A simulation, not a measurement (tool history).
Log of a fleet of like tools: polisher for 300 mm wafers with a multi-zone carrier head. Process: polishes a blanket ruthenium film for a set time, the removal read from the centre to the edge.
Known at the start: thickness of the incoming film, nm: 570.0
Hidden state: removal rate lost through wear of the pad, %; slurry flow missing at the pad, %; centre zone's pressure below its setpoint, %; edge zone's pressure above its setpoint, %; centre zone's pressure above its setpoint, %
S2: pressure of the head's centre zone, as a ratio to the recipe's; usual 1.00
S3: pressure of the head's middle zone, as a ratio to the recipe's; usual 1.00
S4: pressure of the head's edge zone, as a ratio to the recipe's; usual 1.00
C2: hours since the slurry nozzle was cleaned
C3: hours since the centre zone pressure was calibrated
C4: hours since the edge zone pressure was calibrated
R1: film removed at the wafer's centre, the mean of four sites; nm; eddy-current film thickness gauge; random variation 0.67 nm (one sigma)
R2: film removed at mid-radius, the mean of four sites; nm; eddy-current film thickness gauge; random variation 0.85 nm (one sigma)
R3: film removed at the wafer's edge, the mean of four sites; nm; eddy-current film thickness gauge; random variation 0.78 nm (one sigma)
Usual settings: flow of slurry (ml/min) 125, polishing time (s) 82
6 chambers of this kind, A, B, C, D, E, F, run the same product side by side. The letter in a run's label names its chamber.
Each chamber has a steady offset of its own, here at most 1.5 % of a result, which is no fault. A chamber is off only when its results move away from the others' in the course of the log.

At hour 0.5: chamber E: worn pad replaced by a new one.
At hour 3.3: chamber F: slurry nozzle cleaned.
Run 1F, hour 6.2: usual settings; wafers polished on this pad 1007; C2 3.0; C3 327.6; C4 913.6. Result: R1 70.902 nm, R2 74.022 nm, R3 70.627 nm.
At hour 6.4: chamber A: worn pad replaced by a new one.
Run 2E, hour 16.1: usual settings; wafers polished on this pad 150; C2 310.9; C3 81.5; C4 533.3. Result: R1 71.079 nm, R2 70.799 nm, R3 71.363 nm.
At hour 23.4: chamber B: worn pad replaced by a new one.
Run 3D, hour 24.8: usual settings; wafers polished on this pad 635; C2 503.3; C3 320.4; C4 457.2. Result: R1 69.615 nm, R2 72.317 nm, R3 72.183 nm.
At hour 26.5: chamber A: edge zone pressure recalibrated.
Run 4B, hour 34.5: usual settings; wafers polished on this pad 107; C2 42.3; C3 939.1; C4 139.8. Result: R1 71.045 nm, R2 70.794 nm, R3 71.878 nm.
At hour 34.6: chamber C: worn pad replaced by a new one.
Run 5A, hour 45.6: usual settings; wafers polished on this pad 378; C2 110.4; C3 1191.0; C4 19.1. Result: R1 71.434 nm, R2 69.978 nm, R3 69.830 nm.
At hour 46.8: chamber F: worn pad replaced by a new one.
Run 6C, hour 55.8: usual settings; wafers polished on this pad 204; C2 822.9; C3 432.5; C4 483.7. Result: R1 71.197 nm, R2 72.891 nm, R3 72.692 nm.
At hour 57.9: chamber C: centre zone pressure recalibrated.
Run 7F, hour 63.1: usual settings; wafers polished on this pad 157; C2 59.9; C3 384.5; C4 970.5. Result: R1 70.822 nm, R2 71.487 nm, R3 71.458 nm.
Run 8B, hour 72.8: usual settings; wafers polished on this pad 476; C2 80.6; C3 977.4; C4 178.1. Result: R1 70.998 nm, R2 70.681 nm, R3 70.679 nm.
At hour 77.3: chamber C: slurry nozzle cleaned.
Run 9E, hour 79.0: usual settings; wafers polished on this pad 755; C2 373.8; C3 144.4; C4 596.2. Result: R1 70.349 nm, R2 70.890 nm, R3 70.843 nm.
At hour 84.1: chamber E: worn pad replaced by a new one.
Run 10D, hour 84.8: usual settings; wafers polished on this pad 1213; C2 563.3; C3 380.4; C4 517.2. Result: R1 70.770 nm, R2 73.109 nm, R3 70.958 nm.
At hour 89.8: chamber A: worn pad replaced by a new one.
Run 11C, hour 91.3: usual settings; wafers polished on this pad 546; C2 14.1; C3 33.5; C4 519.2. Result: R1 71.179 nm, R2 72.406 nm, R3 72.356 nm.
At hour 94.3: chamber B: worn pad replaced by a new one.
At hour 98.3: chamber A: centre zone pressure recalibrated.
At hour 101.7: chamber D: worn pad replaced by a new one.
Run 12A, hour 103.9: usual settings but S2 0.90; wafers polished on this pad 136; C2 168.7; C3 5.6; C4 77.4. Result: R1 63.690 nm, R2 70.746 nm, R3 70.318 nm.
Run 13E, hour 113.0: usual settings but S2 0.90; wafers polished on this pad 278; C2 407.8; C3 178.4; C4 630.2. Result: R1 62.017 nm, R2 69.137 nm, R3 70.533 nm.
Run 14B, hour 121.4: usual settings but S2 0.90; wafers polished on this pad 261; C2 129.2; C3 1026.0; C4 226.7. Result: R1 63.327 nm, R2 71.843 nm, R3 70.934 nm.
Run 15A, hour 133.7: usual settings but S2 0.90; wafers polished on this pad 423; C2 198.5; C3 35.4; C4 107.2. Result: R1 63.949 nm, R2 70.103 nm, R3 70.629 nm.
At hour 141.0: chamber F: edge zone pressure recalibrated.
At hour 145.3: chamber C: worn pad replaced by a new one.
Run 16D, hour 145.6: usual settings but S2 0.90; wafers polished on this pad 422; C2 624.1; C3 441.2; C4 578.0. Result: R1 63.059 nm, R2 70.837 nm, R3 72.096 nm.
Run 17C, hour 157.2: usual settings but S2 0.90; wafers polished on this pad 114; C2 80.0; C3 99.4; C4 585.1. Result: R1 62.951 nm, R2 73.007 nm, R3 70.954 nm.
At hour 164.1: chamber B: worn pad replaced by a new one.
Run 18F, hour 169.9: usual settings but S2 1.11, S3 0.89; wafers polished on this pad 1185; C2 166.7; C3 491.3; C4 29.0. Result: R1 79.854 nm, R2 64.108 nm, R3 71.276 nm.
At hour 175.1: chamber E: worn pad replaced by a new one.
At hour 180.0: chamber A: worn pad replaced by a new one.
Run 19D, hour 182.7: usual settings but S2 1.11, S3 0.89; wafers polished on this pad 779; C2 661.2; C3 478.3; C4 615.1. Result: R1 79.490 nm, R2 65.377 nm, R3 71.011 nm.
Run 20C, hour 190.8: usual settings but S2 1.11, S3 0.89; wafers polished on this pad 438; C2 113.6; C3 133.0; C4 618.7. Result: R1 79.069 nm, R2 64.438 nm, R3 72.142 nm.
At hour 191.3: chamber D: slurry nozzle cleaned.
Run 21B, hour 196.8: usual settings but S2 1.11, S3 0.89; wafers polished on this pad 315; C2 204.6; C3 1101.4; C4 302.1. Result: R1 80.085 nm, R2 63.407 nm, R3 71.796 nm.
At hour 203.7: chamber A: slurry nozzle cleaned.
Run 22A, hour 207.2: usual settings but S2 1.11, S3 0.89; wafers polished on this pad 262; C2 3.5; C3 108.9; C4 180.7. Result: R1 80.394 nm, R2 64.462 nm, R3 70.471 nm.
At hour 207.7: chamber F: worn pad replaced by a new one.
Run 23F, hour 217.4: usual settings but S2 1.11, S3 0.89; wafers polished on this pad 93; C2 214.2; C3 538.8; C4 76.5. Result: R1 79.483 nm, R2 65.782 nm, R3 72.256 nm.
At hour 219.4: chamber D: worn pad replaced by a new one.
Run 24E, hour 228.3: usual settings; wafers polished on this pad 512; C2 523.1; C3 293.7; C4 745.5. Result: R1 67.877 nm, R2 69.302 nm, R3 70.516 nm.
Run 25E, hour 236.6: usual settings; wafers polished on this pad 592; C2 531.4; C3 302.0; C4 753.8. Result: R1 67.970 nm, R2 69.108 nm, R3 69.980 nm.
At hour 237.9: chamber E: edge zone pressure recalibrated.
Run 26F, hour 243.1: usual settings but flow of slurry (ml/min) 110, S4 0.92; wafers polished on this pad 340; C2 239.9; C3 564.5; C4 102.2. Result: R1 69.305 nm, R2 69.374 nm, R3 66.904 nm.
At hour 244.2: chamber C: worn pad replaced by a new one.
At hour 246.9: chamber B: worn pad replaced by a new one.
Run 27C, hour 251.8: usual settings but flow of slurry (ml/min) 110, S4 0.92; wafers polished on this pad 73; C2 174.6; C3 194.0; C4 679.7. Result: R1 67.774 nm, R2 69.812 nm, R3 68.232 nm.
Run 28B, hour 263.4: usual settings but flow of slurry (ml/min) 110, S4 0.92; wafers polished on this pad 159; C2 271.2; C3 1168.0; C4 368.7. Result: R1 68.637 nm, R2 68.827 nm, R3 66.899 nm.
At hour 264.8: chamber E: worn pad replaced by a new one.
At hour 269.0: chamber A: worn pad replaced by a new one.
Run 29D, hour 275.1: usual settings but flow of slurry (ml/min) 110, S4 0.92; wafers polished on this pad 536; C2 83.9; C3 570.7; C4 707.5. Result: R1 68.380 nm, R2 69.985 nm, R3 65.053 nm.
Run 30A, hour 284.0: usual settings but flow of slurry (ml/min) 110, S4 0.92; wafers polished on this pad 144; C2 80.3; C3 185.7; C4 257.5. Result: R1 68.231 nm, R2 68.694 nm, R3 66.510 nm.
Run 31B, hour 294.6: usual settings but flow of slurry (ml/min) 110, S4 0.92; wafers polished on this pad 459; C2 302.4; C3 1199.2; C4 399.9. Result: R1 68.857 nm, R2 68.779 nm, R3 66.935 nm.
Run 32C, hour 304.8: usual settings; wafers polished on this pad 583; C2 227.6; C3 247.0; C4 732.7. Result: R1 71.168 nm, R2 71.871 nm, R3 71.308 nm.
Run 33A, hour 310.8: usual settings; wafers polished on this pad 402; C2 107.1; C3 212.5; C4 284.3. Result: R1 71.018 nm, R2 71.434 nm, R3 70.491 nm.
Run 34F, hour 320.1: usual settings; wafers polished on this pad 1081; C2 316.9; C3 641.5; C4 179.2. Result: R1 70.551 nm, R2 73.489 nm, R3 72.117 nm.
Run 35E, hour 330.9: usual settings; wafers polished on this pad 636; C2 625.7; C3 396.3; C4 93.1. Result: R1 68.482 nm, R2 68.175 nm, R3 69.678 nm.
At hour 338.5: chamber B: worn pad replaced by a new one.
At hour 341.2: chamber E: worn pad replaced by a new one.
Run 36D, hour 343.6: usual settings; wafers polished on this pad 1195; C2 152.4; C3 639.2; C4 776.0. Result: R1 70.868 nm, R2 71.143 nm, R3 72.335 nm.
At hour 349.0: chamber C: worn pad replaced by a new one.
Run 37E, hour 351.2: usual settings; wafers polished on this pad 97; C2 646.0; C3 416.6; C4 113.4. Result: R1 66.835 nm, R2 69.188 nm, R3 70.232 nm.
At hour 352.6: chamber F: worn pad replaced by a new one.
At hour 358.2: chamber A: worn pad replaced by a new one.
At hour 359.2: chamber D: worn pad replaced by a new one.
Run 38D, hour 362.4: usual settings; wafers polished on this pad 31; C2 171.2; C3 658.0; C4 794.8. Result: R1 72.732 nm, R2 71.783 nm, R3 70.291 nm.
Run 39A, hour 373.3: usual settings but S3 0.88; wafers polished on this pad 146; C2 169.6; C3 275.0; C4 346.8. Result: R1 71.430 nm, R2 63.067 nm, R3 71.963 nm.
At hour 373.4: chamber C: edge zone pressure recalibrated.
At hour 376.1: chamber F: centre zone pressure recalibrated.
Run 40B, hour 385.3: usual settings but S3 0.88; wafers polished on this pad 450; C2 393.1; C3 1289.9; C4 490.6. Result: R1 70.083 nm, R2 64.873 nm, R3 72.212 nm.
Run 41F, hour 392.2: usual settings but S3 0.88; wafers polished on this pad 382; C2 389.0; C3 16.1; C4 251.3. Result: R1 70.001 nm, R2 64.508 nm, R3 71.619 nm.
Run 42C, hour 399.9: usual settings but S3 0.88; wafers polished on this pad 490; C2 322.7; C3 342.1; C4 26.5. Result: R1 69.887 nm, R2 64.026 nm, R3 72.587 nm.

All 6 chambers run these settings next. Forecast each chamber's results:
Run 43A, hour 409.1: usual settings but S4 1.11. Result: R1 ?, R2 ?, R3 ?.
Run 43B, hour 409.1: usual settings but S4 1.11. Result: R1 ?, R2 ?, R3 ?.
Run 43C, hour 409.1: usual settings but S4 1.11. Result: R1 ?, R2 ?, R3 ?.
Run 43D, hour 409.1: usual settings but S4 1.11. Result: R1 ?, R2 ?, R3 ?.
Run 43E, hour 409.1: usual settings but S4 1.11. Result: R1 ?, R2 ?, R3 ?.
Run 43F, hour 409.1: usual settings but S4 1.11. Result: R1 ?, R2 ?, R3 ?.

run      R1      R2      R3
43A  70.885  70.052  75.468
43B  70.819  71.009  74.899
43C  71.229  69.931  77.448
43D  71.207  71.782  75.916
43E  65.444  67.584  72.318
43F  71.122  71.830  75.446
